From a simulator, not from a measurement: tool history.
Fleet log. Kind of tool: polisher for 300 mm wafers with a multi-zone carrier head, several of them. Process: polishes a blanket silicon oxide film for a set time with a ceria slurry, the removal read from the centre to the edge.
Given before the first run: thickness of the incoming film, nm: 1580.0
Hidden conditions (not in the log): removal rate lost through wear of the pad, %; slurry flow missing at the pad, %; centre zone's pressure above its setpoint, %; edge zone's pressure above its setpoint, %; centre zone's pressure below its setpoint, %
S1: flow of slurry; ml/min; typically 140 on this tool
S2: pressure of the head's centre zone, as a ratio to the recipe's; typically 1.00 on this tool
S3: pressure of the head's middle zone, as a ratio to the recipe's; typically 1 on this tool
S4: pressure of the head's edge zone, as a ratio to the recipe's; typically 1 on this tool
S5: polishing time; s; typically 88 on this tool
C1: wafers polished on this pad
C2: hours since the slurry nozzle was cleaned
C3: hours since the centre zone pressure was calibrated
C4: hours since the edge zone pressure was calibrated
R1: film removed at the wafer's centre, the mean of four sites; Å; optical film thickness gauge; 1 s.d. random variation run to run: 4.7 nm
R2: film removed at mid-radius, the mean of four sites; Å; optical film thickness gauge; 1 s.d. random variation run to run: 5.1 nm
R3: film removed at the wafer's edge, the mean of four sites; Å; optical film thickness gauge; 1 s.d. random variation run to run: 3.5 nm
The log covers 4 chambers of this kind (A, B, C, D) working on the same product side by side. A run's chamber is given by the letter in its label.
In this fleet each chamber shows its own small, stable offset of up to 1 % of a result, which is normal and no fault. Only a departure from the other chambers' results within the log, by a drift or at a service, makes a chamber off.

| run | hour | S1 | S2 | S3 | S4 | S5 | C1 | C2 | C3 | C4 | R1 | R2 | R3 |
|---|---|---|---|---|---|---|---|---|---|---|---|---|---|
|  | 0.9 | chamber A: worn pad replaced by a new one |
|  | 4.0 | chamber C: worn pad replaced by a new one |
| 1A | 8.0 | 140 | 1.00 | 1 | 1 | 88 | 71 | 83.5 | 487.4 | 818.4 | 4001.7 | 4021.2 | 4015.7 |
| 2B | 14.6 | 140 | 1.00 | 1 | 1 | 88 | 711 | 515.0 | 619.9 | 951.2 | 4088.2 | 4010.7 | 3978.4 |
| 3C | 22.0 | 140 | 1.00 | 1 | 1 | 88 | 180 | 194.3 | 434.7 | 698.4 | 3899.2 | 4011.3 | 4042.3 |
| 4D | 31.6 | 140 | 1.00 | 1 | 1 | 88 | 401 | 301.8 | 475.9 | 481.7 | 4081.6 | 3997.8 | 3986.0 |
| 5D | 44.8 | 95 | 1.00 | 1 | 1 | 88 | 533 | 315.0 | 489.1 | 494.9 | 3630.8 | 3628.7 | 3779.4 |
|  | 47.5 | chamber B: worn pad replaced by a new one |
|  | 51.4 | chamber D: worn pad replaced by a new one |
| 6B | 57.6 | 95 | 1.00 | 1 | 1 | 88 | 100 | 558.0 | 662.9 | 994.2 | 3585.6 | 3647.6 | 3747.1 |
| 7C | 67.0 | 95 | 1.00 | 1 | 1 | 88 | 630 | 239.3 | 479.7 | 743.4 | 3532.7 | 3600.7 | 3758.5 |
|  | 67.6 | chamber C: worn pad replaced by a new one |
| 8A | 75.7 | 95 | 1.00 | 1 | 1 | 88 | 747 | 151.2 | 555.1 | 886.1 | 3555.5 | 3640.4 | 3802.6 |
| 9D | 84.0 | 140 | 1.00 | 1 | 1 | 88 | 326 | 354.2 | 528.3 | 534.1 | 4032.9 | 3965.4 | 4018.4 |
|  | 87.3 | chamber A: worn pad replaced by a new one |
|  | 94.4 | chamber B: slurry nozzle cleaned |
| 10C | 94.8 | 140 | 1.00 | 1 | 1 | 88 | 272 | 267.1 | 507.5 | 771.2 | 3984.0 | 4020.3 | 4046.5 |
| 11B | 105.3 | 140 | 1.00 | 1 | 1 | 88 | 577 | 11.0 | 710.6 | 1041.9 | 4059.7 | 4008.7 | 3987.1 |
| 12A | 112.1 | 140 | 1.00 | 1 | 1 | 88 | 248 | 187.6 | 591.5 | 922.5 | 4050.8 | 4051.3 | 3958.8 |
|  | 114.8 | chamber D: worn pad replaced by a new one |
| 13C | 120.8 | 140 | 1.00 | 1 | 1 | 88 | 531 | 293.1 | 533.5 | 797.2 | 4029.4 | 4010.9 | 3970.0 |
|  | 130.9 | chamber B: worn pad replaced by a new one |
| 14D | 134.6 | 140 | 1.04 | 1 | 1 | 108 | 198 | 404.8 | 578.9 | 584.7 | 5105.3 | 4876.6 | 4858.5 |
|  | 139.8 | chamber C: worn pad replaced by a new one |
|  | 146.2 | chamber B: edge zone pressure recalibrated |
| 15A | 147.5 | 140 | 1.04 | 1 | 1 | 108 | 602 | 223.0 | 626.9 | 957.9 | 5117.2 | 4938.4 | 4894.5 |
| 16B | 158.3 | 140 | 1.04 | 1 | 1 | 108 | 273 | 64.0 | 763.6 | 12.1 | 5239.1 | 4906.6 | 4924.3 |
| 17B | 171.8 | 140 | 1.04 | 1 | 1 | 108 | 408 | 77.5 | 777.1 | 25.6 | 5168.1 | 4933.4 | 4905.0 |
|  | 178.1 | chamber D: worn pad replaced by a new one |
| 18D | 179.9 | 140 | 1.00 | 1 | 1 | 88 | 18 | 450.1 | 624.2 | 630.0 | 4032.8 | 4066.3 | 3960.8 |
|  | 181.0 | chamber A: worn pad replaced by a new one |
| 19A | 188.3 | 140 | 1.00 | 1 | 1 | 88 | 72 | 263.8 | 667.7 | 998.7 | 3936.9 | 4091.2 | 4014.2 |
| 20C | 194.9 | 140 | 1.00 | 1 | 1 | 88 | 551 | 367.2 | 607.6 | 871.3 | 3884.1 | 4020.1 | 4029.4 |
| 21D | 207.5 | 140 | 1.06 | 1 | 1 | 88 | 294 | 477.7 | 651.8 | 657.6 | 4286.6 | 4013.8 | 3966.0 |
|  | 208.0 | chamber D: centre zone pressure recalibrated |
|  | 215.1 | chamber C: centre zone pressure recalibrated |
|  | 216.8 | chamber C: worn pad replaced by a new one |
| 22A | 221.7 | 140 | 1.06 | 1 | 1 | 88 | 406 | 297.2 | 701.1 | 1032.1 | 4211.3 | 4038.4 | 3943.1 |
| 23C | 232.2 | 140 | 1.06 | 1 | 1 | 88 | 154 | 404.5 | 17.1 | 908.6 | 4191.4 | 4032.4 | 4023.1 |
|  | 234.9 | chamber B: worn pad replaced by a new one |
|  | 244.0 | chamber D: worn pad replaced by a new one |
| 24B | 245.6 | 140 | 1.06 | 1 | 1 | 88 | 107 | 151.3 | 850.9 | 99.4 | 4372.7 | 4005.5 | 4008.6 |
|  | 253.1 | chamber C: slurry nozzle cleaned |
| 25C | 256.7 | 95 | 0.91 | 1 | 1 | 88 | 399 | 3.7 | 41.6 | 933.1 | 3185.6 | 3705.7 | 3738.8 |
| 26D | 264.0 | 95 | 0.91 | 1 | 1 | 88 | 200 | 534.2 | 56.1 | 714.1 | 3070.8 | 3646.9 | 3733.6 |
| 27A | 275.4 | 95 | 0.91 | 1 | 1 | 88 | 943 | 350.9 | 754.8 | 1085.8 | 3285.8 | 3671.1 | 3684.9 |
|  | 282.5 | chamber C: worn pad replaced by a new one |
| 28B | 285.0 | 95 | 0.91 | 1 | 1 | 88 | 501 | 190.7 | 890.3 | 138.8 | 3266.7 | 3613.3 | 3801.8 |
|  | 286.1 | chamber A: worn pad replaced by a new one |
| 29A | 291.9 | 140 | 1.00 | 1 | 1 | 88 | 58 | 367.4 | 771.3 | 1102.3 | 4055.6 | 4020.3 | 3985.7 |
| 30D | 298.7 | 140 | 1.00 | 1 | 1 | 88 | 547 | 568.9 | 90.8 | 748.8 | 3845.9 | 4014.6 | 4057.0 |
| 31C | 308.2 | 140 | 1.00 | 1 | 1 | 88 | 257 | 55.2 | 93.1 | 984.6 | 4068.9 | 3965.2 | 4022.4 |
| 32B | 315.6 | 140 | 1.00 | 1 | 1 | 88 | 807 | 221.3 | 920.9 | 169.4 | 4034.2 | 4012.6 | 4086.8 |
|  | 316.4 | chamber D: worn pad replaced by a new one |
|  | 321.7 | chamber B: worn pad replaced by a new one |
| 33D | 328.6 | 140 | 1.00 | 1 | 1 | 88 | 122 | 598.8 | 120.7 | 778.7 | 3811.8 | 4015.1 | 3954.4 |
| 34B | 339.6 | 140 | 1.00 | 1 | 1 | 88 | 179 | 245.3 | 944.9 | 193.4 | 4157.5 | 3962.6 | 4013.2 |

Next, every chamber runs the same settings. What will each give?
| 35A | 349.9 | 140 | 1.00 | 1 | 1 | 88 |  |  |  |  | ? | ? | ? |
| 35B | 349.9 | 140 | 1.00 | 1 | 1 | 88 |  |  |  |  | ? | ? | ? |
| 35C | 349.9 | 140 | 1.00 | 1 | 1 | 88 |  |  |  |  | ? | ? | ? |
| 35D | 349.9 | 140 | 1.00 | 1 | 1 | 88 |  |  |  |  | ? | ? | ? |

| run | R1 | R2 | R3 |
|---|---|---|---|
| 35A | 3989.6 | 3951.0 | 3980.6 |
| 35B | 4102.8 | 4092.6 | 4045.0 |
| 35C | 3956.0 | 3985.9 | 3944.7 |
| 35D | 3806.1 | 3938.1 | 3949.4 |
